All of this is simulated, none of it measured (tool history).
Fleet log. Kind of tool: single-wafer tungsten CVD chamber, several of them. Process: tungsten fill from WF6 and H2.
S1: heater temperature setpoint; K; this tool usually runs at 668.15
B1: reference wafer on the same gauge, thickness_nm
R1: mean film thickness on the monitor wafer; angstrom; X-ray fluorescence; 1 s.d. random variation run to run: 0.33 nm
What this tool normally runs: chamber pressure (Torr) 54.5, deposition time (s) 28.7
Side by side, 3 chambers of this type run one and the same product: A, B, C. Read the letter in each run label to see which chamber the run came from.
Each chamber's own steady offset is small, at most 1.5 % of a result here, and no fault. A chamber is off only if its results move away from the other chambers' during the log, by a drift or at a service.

Run 1C, hour 14.0: usual settings; B1 114.94. Result: R1 998.04 angstrom.
Run 2B, hour 26.1: usual settings; B1 114.98. Result: R1 1003.80 angstrom.
Run 3A, hour 35.8: usual settings; B1 114.96. Result: R1 989.66 angstrom.
At hour 38.9: chamber B: thermocouple changed; heater temperature recalibrated.
Run 4C, hour 45.9: usual settings; B1 114.97. Result: R1 991.94 angstrom.
Run 5A, hour 61.1: usual settings but chamber pressure (Torr) 59.9; B1 115.02. Result: R1 1033.30 angstrom.
Run 6B, hour 69.2: usual settings but chamber pressure (Torr) 59.9; B1 114.99. Result: R1 1051.70 angstrom.
Run 7A, hour 82.4: usual settings but chamber pressure (Torr) 59.9; B1 114.92. Result: R1 1034.80 angstrom.
At hour 94.4: chamber C: thermocouple changed; heater temperature recalibrated.
Run 8B, hour 95.6: usual settings; B1 114.96. Result: R1 998.38 angstrom.
Run 9C, hour 103.3: usual settings; B1 114.96. Result: R1 966.24 angstrom.
Run 10C, hour 115.0: usual settings; B1 114.99. Result: R1 960.23 angstrom.
Run 11B, hour 123.5: usual settings; B1 115.04. Result: R1 1001.30 angstrom.
Run 12A, hour 134.6: usual settings; B1 114.89. Result: R1 996.49 angstrom.
Run 13C, hour 150.3: usual settings; B1 115.02. Result: R1 967.08 angstrom.
Run 14B, hour 162.3: usual settings; B1 115.09. Result: R1 1004.20 angstrom.
Run 15A, hour 175.8: usual settings; B1 115.03. Result: R1 998.37 angstrom.
Run 16B, hour 189.0: usual settings; B1 115.09. Result: R1 1005.90 angstrom.
Run 17A, hour 202.3: usual settings but chamber pressure (Torr) 44.6, deposition time (s) 24.6; B1 115.00. Result: R1 778.80 angstrom.
Run 18C, hour 215.5: usual settings but chamber pressure (Torr) 44.6, deposition time (s) 24.6; B1 114.97. Result: R1 754.26 angstrom.
Run 19C, hour 225.0: usual settings but chamber pressure (Torr) 44.6, deposition time (s) 24.6; B1 115.04. Result: R1 752.94 angstrom.
Run 20B, hour 240.1: usual settings but deposition time (s) 31.9; B1 115.03. Result: R1 1120.90 angstrom.
Run 21A, hour 254.2: usual settings but deposition time (s) 31.9; B1 115.07. Result: R1 1103.80 angstrom.
Run 22A, hour 263.5: usual settings but deposition time (s) 31.9; B1 114.98. Result: R1 1107.80 angstrom.

All chambers now run identical settings, listed one chamber a line with results as question marks. What results will each chamber show?
Run 23A, hour 274.7: usual settings. Result: R1 ?.
Run 23B, hour 274.7: usual settings. Result: R1 ?.
Run 23C, hour 274.7: usual settings. Result: R1 ?.

run       R1
23A   987.25
23B  1004.40
23C   960.07

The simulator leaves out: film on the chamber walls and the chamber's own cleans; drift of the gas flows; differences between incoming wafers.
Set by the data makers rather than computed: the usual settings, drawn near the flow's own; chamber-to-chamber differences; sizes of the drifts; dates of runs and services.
